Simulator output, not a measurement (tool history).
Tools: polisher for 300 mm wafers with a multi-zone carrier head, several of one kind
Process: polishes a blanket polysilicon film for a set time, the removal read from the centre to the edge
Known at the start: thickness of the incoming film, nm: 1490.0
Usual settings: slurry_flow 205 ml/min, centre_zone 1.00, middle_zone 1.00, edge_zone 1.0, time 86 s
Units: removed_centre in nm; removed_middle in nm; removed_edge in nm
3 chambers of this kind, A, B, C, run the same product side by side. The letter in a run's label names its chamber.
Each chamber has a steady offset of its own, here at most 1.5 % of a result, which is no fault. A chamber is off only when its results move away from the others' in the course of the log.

run,hour,slurry_flow,centre_zone,middle_zone,edge_zone,time,removed_centre,removed_middle,removed_edge
1B,4.4,205,1.00,1.00,1.0,86,349.10,350.42,345.73
2C,7.7,205,1.00,1.00,1.0,86,346.65,342.72,341.35
3A,11.7,205,1.00,1.00,1.0,86,341.65,341.62,351.62
4A,16.4,205,1.00,1.00,1.0,86,343.56,341.96,352.87
5C,19.2,205,1.00,1.00,1.0,86,344.97,350.22,345.22
# hour 19.8: chamber B: worn pad replaced by a new one
6B,24.4,205,1.00,1.00,1.0,86,352.57,343.88,345.96
7C,28.8,205,1.00,1.00,1.0,86,348.18,341.06,344.55
8A,31.5,205,1.00,1.00,1.0,86,342.68,346.48,346.34
# hour 34.3: chamber C: worn pad replaced by a new one
9B,37.4,205,1.00,1.00,1.0,86,351.28,341.91,341.76
10B,40.4,205,1.00,1.00,1.0,86,345.26,342.01,348.69
11A,44.3,205,1.00,1.00,0.9,99,396.71,396.63,376.45
12C,48.5,205,1.00,1.00,0.9,99,400.97,387.31,380.43
13A,51.5,205,1.00,1.00,0.9,99,392.42,383.45,376.03
14C,57.0,205,1.00,1.00,1.0,86,345.42,342.98,346.83
15B,60.0,205,1.00,1.00,1.0,86,348.99,339.44,349.79
16B,62.9,205,1.00,1.00,1.0,86,345.61,349.24,343.64
17C,65.7,205,1.00,1.00,1.0,86,346.62,353.51,343.32
18A,68.8,205,1.00,1.00,1.0,86,335.57,330.01,333.28
19B,72.7,205,1.00,1.00,1.0,86,350.72,356.45,348.28
20C,78.3,205,1.00,0.92,1.0,86,345.99,317.95,343.42
21A,80.9,205,1.00,0.92,1.0,86,328.04,310.04,335.54
22A,84.3,205,1.00,0.92,1.0,86,324.26,301.39,331.48
23C,87.2,205,1.00,1.00,1.0,86,346.86,345.14,349.48
24B,92.4,205,1.00,1.00,1.0,86,349.73,337.67,344.58
# hour 94.3: chamber C: worn pad replaced by a new one
25A,97.3,205,1.00,1.00,1.0,86,320.99,324.15,326.80
26B,101.1,205,1.00,1.00,1.1,86,348.23,351.24,358.95
27C,104.7,205,1.00,1.00,1.1,86,349.46,351.01,368.47

All 3 chambers run these settings next. Forecast each chamber's results:
28A,109.1,205,0.91,1.00,1.0,86,?,?,?
28B,109.1,205,0.91,1.00,1.0,86,?,?,?
28C,109.1,205,0.91,1.00,1.0,86,?,?,?

run,removed_centre,removed_middle,removed_edge
28A,285.88,316.67,324.35
28B,312.71,341.76,350.11
28C,313.10,347.62,346.70
